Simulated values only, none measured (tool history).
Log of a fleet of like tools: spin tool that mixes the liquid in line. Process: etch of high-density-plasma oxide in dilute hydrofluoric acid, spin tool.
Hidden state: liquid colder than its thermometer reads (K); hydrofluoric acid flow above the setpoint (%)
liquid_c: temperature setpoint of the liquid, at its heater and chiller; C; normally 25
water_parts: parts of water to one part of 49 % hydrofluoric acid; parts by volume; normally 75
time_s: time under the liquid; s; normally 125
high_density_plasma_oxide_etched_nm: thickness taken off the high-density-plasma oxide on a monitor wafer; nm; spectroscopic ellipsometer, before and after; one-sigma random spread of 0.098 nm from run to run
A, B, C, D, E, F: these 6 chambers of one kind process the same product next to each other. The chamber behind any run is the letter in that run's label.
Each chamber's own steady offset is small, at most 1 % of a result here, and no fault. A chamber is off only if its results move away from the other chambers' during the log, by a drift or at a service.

run     day  liquid_c  water_parts  time_s  hours since the thermometer was replaced  hours since the hydrofluoric acid flow meter was replaced  read-back film thickness of the high-density-plasma oxide reference wafer, read on the same gauge (nm)  high_density_plasma_oxide_etched_nm
 1B   0.321        25           75     125                                    1064.2                                                      579.9                                                                                                  79.984                               14.185
 2D   0.579        25           75     125                                     147.8                                                      432.7                                                                                                  80.023                               14.315
 3E   0.975        25           75     125                                       719                                                     1481.6                                                                                                  79.979                               14.137
 4C   1.317        25           75     125                                     785.6                                                     1822.8                                                                                                  80.006                               14.394
 5A   1.608        25           75     125                                    1148.2                                                        574                                                                                                  79.971                               14.433
 6F     1.9        25           75     125                                    1352.7                                                      815.2                                                                                                      80                               14.366
 7E   2.125        25           75     125                                     746.6                                                     1509.2                                                                                                  80.012                               14.383
      2.396  -- chamber E: thermometer replaced
 8C   2.488        25           75     125                                     813.7                                                     1850.9                                                                                                  79.994                               14.275
 9D   2.829        25           75     125                                     201.8                                                      486.7                                                                                                  79.999                               14.509
10F   3.062        25           75     125                                    1380.6                                                      843.1                                                                                                  80.026                               14.465
11B   3.296        25           75     125                                    1135.6                                                      651.3                                                                                                  80.002                               13.946
12A   3.567        25           75     125                                    1195.2                                                        621                                                                                                  79.978                               14.457
13E   3.767        25           75     125                                        33                                                     1548.6                                                                                                  79.995                               14.291
14D   4.046        25           75     125                                       231                                                      515.9                                                                                                  80.034                               14.479
15C   4.233        25           75     125                                     855.6                                                     1892.8                                                                                                  80.034                               14.367
16A   4.417        25           75     125                                    1215.6                                                      641.4                                                                                                  80.023                               14.306
17F   4.596        25           75     125                                    1417.4                                                      879.9                                                                                                  79.968                               14.352
18B   4.871        25           75     125                                    1173.4                                                      689.1                                                                                                   80.03                               13.921
19E   5.138        25           75     125                                      65.9                                                     1581.5                                                                                                  79.971                               14.373
20A   5.479        25           75     125                                    1241.1                                                      666.9                                                                                                  79.983                               14.231
21B   5.792        25           90      55                                    1195.5                                                      711.2                                                                                                  80.017                               4.9364
22D   6.088        25           90      55                                       280                                                      564.9                                                                                                  80.001                                5.185
23F   6.283        25           90      55                                    1457.9                                                      920.4                                                                                                  79.993                               5.1384
24C   6.679        25           90      55                                     914.3                                                     1951.5                                                                                                  79.978                               5.1331
25F   6.917        25           90      55                                    1473.1                                                      935.6                                                                                                  80.009                               5.1337
26A   7.221        25           90      55                                    1282.9                                                      708.7                                                                                                  80.003                               5.1702
27D   7.604        25           75     125                                     316.4                                                      601.3                                                                                                  79.995                               14.532
28E   7.867        25           75     125                                     131.4                                                       1647                                                                                                   80.02                               14.487
29C   8.071        25           75     125                                     947.7                                                     1984.9                                                                                                  80.006                               14.497
30B   8.362        25           75     125                                    1257.2                                                      772.9                                                                                                  79.966                               13.362
31E   8.679        25           75     125                                     150.9                                                     1666.5                                                                                                  79.976                               14.395
32B   8.871        25           75     125                                    1269.4                                                      785.1                                                                                                  79.998                                13.25
33A   9.121        25           75     165                                    1328.5                                                      754.3                                                                                                  80.003                                18.91
34C   9.475        25           75     165                                     981.4                                                     2018.6                                                                                                  79.969                               19.093
35F   9.788        25           75     165                                      1542                                                     1004.5                                                                                                  80.019                                19.11
36D  10.158        25           75     165                                     377.7                                                      662.6                                                                                                  79.986                               19.099
37A  10.529        25           75     165                                    1362.3                                                      788.1                                                                                                  80.008                               18.811

Each of the 6 chambers runs these same settings next. Fill in every chamber's results:
38A  10.812        25           75     125                                                                                                                                                                                                                                                 ?
38B  10.812        25           75     125                                                                                                                                                                                                                                                 ?
38C  10.812        25           75     125                                                                                                                                                                                                                                                 ?
38D  10.812        25           75     125                                                                                                                                                                                                                                                 ?
38E  10.812        25           75     125                                                                                                                                                                                                                                                 ?
38F  10.812        25           75     125                                                                                                                                                                                                                                                 ?

run  high_density_plasma_oxide_etched_nm
38A                               14.492
38B                               12.918
38C                               14.416
38D                               14.538
38E                               14.402
38F                                14.31
